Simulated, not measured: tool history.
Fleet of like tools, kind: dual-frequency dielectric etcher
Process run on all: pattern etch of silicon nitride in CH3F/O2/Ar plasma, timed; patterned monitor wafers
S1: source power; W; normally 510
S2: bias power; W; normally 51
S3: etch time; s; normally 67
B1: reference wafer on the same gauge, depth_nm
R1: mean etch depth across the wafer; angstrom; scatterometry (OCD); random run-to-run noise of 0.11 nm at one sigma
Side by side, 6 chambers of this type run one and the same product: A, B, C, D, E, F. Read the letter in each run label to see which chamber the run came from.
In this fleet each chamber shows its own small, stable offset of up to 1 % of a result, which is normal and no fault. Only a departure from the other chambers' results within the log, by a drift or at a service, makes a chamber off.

| run | hour | S1 | S2 | S3 | B1 | R1 |
|---|---|---|---|---|---|---|
| 1C | 7.6 | 510 | 51 | 67 | 51.327 | 461.19 |
| 2B | 14.6 | 510 | 51 | 67 | 51.313 | 460.22 |
| 3F | 22 | 510 | 51 | 67 | 51.278 | 461.93 |
|  | 27 | chamber F: source power generator calibrated |
| 4D | 35.2 | 510 | 51 | 67 | 51.276 | 456.87 |
| 5A | 41.6 | 510 | 51 | 67 | 51.311 | 459.62 |
| 6E | 47.8 | 510 | 51 | 67 | 51.314 | 457.42 |
| 7E | 60.9 | 510 | 51 | 67 | 51.277 | 458.82 |
| 8B | 73.1 | 510 | 51 | 67 | 51.309 | 459.9 |
|  | 76.4 | chamber F: wet clean of the chamber |
| 9F | 85.6 | 510 | 51 | 67 | 51.264 | 458.99 |
| 10D | 94.5 | 510 | 51 | 67 | 51.293 | 457.78 |
| 11A | 108.2 | 510 | 51 | 67 | 51.285 | 460.29 |
| 12C | 120.5 | 510 | 51 | 67 | 51.33 | 460.03 |
| 13B | 131.1 | 510 | 51 | 67 | 51.285 | 460.97 |
|  | 134.3 | chamber E: wet clean of the chamber |
| 14C | 140.8 | 510 | 51 | 67 | 51.296 | 460.78 |
| 15E | 152.5 | 510 | 51 | 67 | 51.291 | 458.33 |
| 16D | 158.7 | 510 | 51 | 67 | 51.303 | 459.77 |
| 17F | 164.7 | 510 | 51 | 67 | 51.302 | 460.58 |
| 18A | 171 | 510 | 51 | 67 | 51.256 | 463.37 |
| 19C | 180.9 | 510 | 51 | 67 | 51.297 | 463.11 |
|  | 194 | chamber D: wet clean of the chamber |
| 20A | 194.4 | 510 | 51 | 67 | 51.275 | 461.95 |
| 21B | 203.2 | 510 | 51 | 67 | 51.317 | 459.97 |
| 22F | 216.4 | 510 | 51 | 67 | 51.3 | 460.26 |
| 23D | 229.7 | 510 | 51 | 67 | 51.278 | 460.29 |
| 24E | 239.4 | 610 | 51 | 67 | 51.275 | 489.8 |
|  | 250.6 | chamber B: wet clean of the chamber |
| 25B | 252.7 | 610 | 51 | 67 | 51.3 | 492.98 |
| 26C | 264.8 | 610 | 51 | 67 | 51.311 | 498.67 |
|  | 265.5 | chamber A: wet clean of the chamber |
| 27D | 278 | 610 | 51 | 67 | 51.288 | 494.29 |
| 28A | 285.3 | 610 | 51 | 67 | 51.313 | 494.49 |
| 29E | 298 | 610 | 51 | 67 | 51.279 | 488.6 |
| 30F | 309.2 | 510 | 51 | 67 | 51.299 | 458.71 |
| 31F | 320.7 | 620 | 51 | 52.5 | 51.308 | 389.85 |
| 32A | 331.5 | 620 | 51 | 52.5 | 51.295 | 390.83 |
| 33C | 338.6 | 620 | 51 | 52.5 | 51.327 | 398.5 |
| 34B | 345 | 620 | 51 | 52.5 | 51.286 | 390.51 |
| 35E | 357.6 | 620 | 51 | 52.5 | 51.325 | 385.79 |
| 36D | 370.6 | 620 | 51 | 52.5 | 51.283 | 387.38 |
| 37C | 377.1 | 510 | 51 | 67 | 51.335 | 470.55 |
| 38E | 389.8 | 510 | 51 | 67 | 51.258 | 456.23 |
| 39A | 397.3 | 510 | 51 | 67 | 51.275 | 462.69 |

For the next run the whole fleet of 6 chambers uses the same settings. Give each chamber's results:
| 40A | 407.1 | 510 | 51 | 67 |  | ? |
| 40B | 407.1 | 510 | 51 | 67 |  | ? |
| 40C | 407.1 | 510 | 51 | 67 |  | ? |
| 40D | 407.1 | 510 | 51 | 67 |  | ? |
| 40E | 407.1 | 510 | 51 | 67 |  | ? |
| 40F | 407.1 | 510 | 51 | 67 |  | ? |

| run | R1 |
|---|---|
| 40A | 462.56 |
| 40B | 461.13 |
| 40C | 469.86 |
| 40D | 457.4 |
| 40E | 454.75 |
| 40F | 459.54 |

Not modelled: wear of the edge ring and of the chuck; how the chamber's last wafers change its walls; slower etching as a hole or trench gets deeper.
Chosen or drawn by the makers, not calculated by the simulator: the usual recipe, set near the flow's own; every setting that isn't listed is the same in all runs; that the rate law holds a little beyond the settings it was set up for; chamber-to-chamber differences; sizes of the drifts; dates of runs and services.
